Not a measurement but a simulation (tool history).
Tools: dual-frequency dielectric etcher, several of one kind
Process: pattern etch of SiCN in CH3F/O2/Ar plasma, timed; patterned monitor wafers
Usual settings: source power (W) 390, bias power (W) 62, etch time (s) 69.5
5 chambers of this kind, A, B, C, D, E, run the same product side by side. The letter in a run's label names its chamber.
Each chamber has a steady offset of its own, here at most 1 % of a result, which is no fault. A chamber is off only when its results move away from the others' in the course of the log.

run	hour	source power (W)	bias power (W)	etch time (s)	hours since the last wet clean	hours since the last source power generator calibration	hours since the last bias power generator calibration	read-back reference wafer on the same gauge, depth_nm	mean etch depth across the wafer (nm)
1B	7.1	390	62	69.5	22.5	928.9	955.2	28.3	24.452
2E	17.4	390	62	69.5	18.3	3461.5	3612.6	28.287	24.418
3D	24.5	390	62	69.5	447.1	1704.4	1875.6	28.294	24.426
4A	30.1	390	62	69.5	315.3	1642.5	2403.4	28.295	24.739
5C	40.7	300	62	54.5	192	767	4045.7	28.285	17.448
6B	52.2	300	62	54.5	67.6	974	1000.3	28.281	17.369
7D	60	300	62	54.5	482.6	1739.9	1911.1	28.276	17.279
8A	67.4	300	62	54.5	352.6	1679.8	2440.7	28.282	17.589
9E	78	300	62	54.5	78.9	3522.1	3673.2	28.277	17.327
10C	87.2	390	73	51.5	238.5	813.5	4092.2	28.265	19.303
11C	93.4	390	73	51.5	244.7	819.7	4098.4	28.263	19.333
12E	102.2	390	73	51.5	103.1	3546.3	3697.4	28.262	19.13
13B	109.5	390	73	51.5	124.9	1031.3	1057.6	28.254	19.137
14A	120.1	390	73	51.5	405.3	1732.5	2493.4	28.258	19.39
# hour 127.4: chamber D: wet clean of the chamber
15D	128.6	390	62	69.5	1.3	1808.5	1979.7	28.25	24.344
16E	137.6	390	62	69.5	138.5	3581.7	3732.8	28.248	24.379
17B	146.5	330	62	69.5	161.9	1068.3	1094.6	28.25	22.888
18C	158.1	330	62	69.5	309.4	884.4	4163.1	28.249	23.044
19D	169.1	330	62	69.5	41.8	1849	2020.2	28.243	22.874
20A	179.6	330	62	69.5	464.8	1792	2552.9	28.243	23.156
21D	184.8	330	62	69.5	57.5	1864.7	2035.9	28.235	22.838
22A	191	390	62	77.5	476.2	1803.4	2564.3	28.222	27.488
23E	200.1	390	62	77.5	201	3644.2	3795.3	28.224	27.063
24B	207.2	390	62	77.5	222.6	1129	1155.3	28.225	27.211
25C	216.2	390	62	77.5	367.5	942.5	4221.2	28.221	27.377
26E	226.2	390	62	77.5	227.1	3670.3	3821.4	28.223	27.18
# hour 228: chamber E: source power generator calibrated
27B	236.7	390	62	69.5	252.1	1158.5	1184.8	28.212	24.409
28C	247.7	390	62	69.5	399	974	4252.7	28.211	24.575
29D	254.6	390	62	69.5	127.3	1934.5	2105.7	28.2	24.341
# hour 255.3: chamber C: wet clean of the chamber
30A	265.8	390	62	69.5	551	1878.2	2639.1	28.209	24.689
31E	272.5	330	62	61.5	273.4	44.6	3867.7	28.197	20.184
32C	282.2	330	62	61.5	26.9	1008.5	4287.2	28.192	20.385
33D	287.6	330	62	61.5	160.3	1967.5	2138.7	28.191	20.168
34B	297.5	330	62	61.5	312.9	1219.3	1245.6	28.191	20.242
35A	303.3	330	62	61.5	588.5	1915.7	2676.6	28.188	20.467
36D	309.2	390	62	69.5	181.9	1989.1	2160.3	28.188	24.285
# hour 314.9: chamber A: wet clean of the chamber
37B	320.2	390	62	69.5	335.6	1242	1268.3	28.184	24.371
38C	326.5	390	62	69.5	71.2	1052.8	4331.5	28.175	24.56
39A	332.1	390	62	69.5	17.2	1944.5	2705.4	28.18	24.67
# hour 342.7: chamber A: source power generator calibrated
40E	343	460	62	69.5	343.9	115.1	3938.2	28.174	25.817
41C	349.6	460	62	69.5	94.3	1075.9	4354.6	28.179	26.189
42E	360.6	460	62	69.5	361.5	132.7	3955.8	28.174	25.826
43A	371.4	460	62	69.5	56.5	28.7	2744.7	28.167	26.239

What goes on in this fleet: one chamber off, a drifting gauge, or nothing beyond the chambers' own small offsets? Name the chamber and the cause, if any.

The gauge drifts, so all chambers seem to drift together. No chamber is off.
Cause: gauge reads low (%) = 0.49.
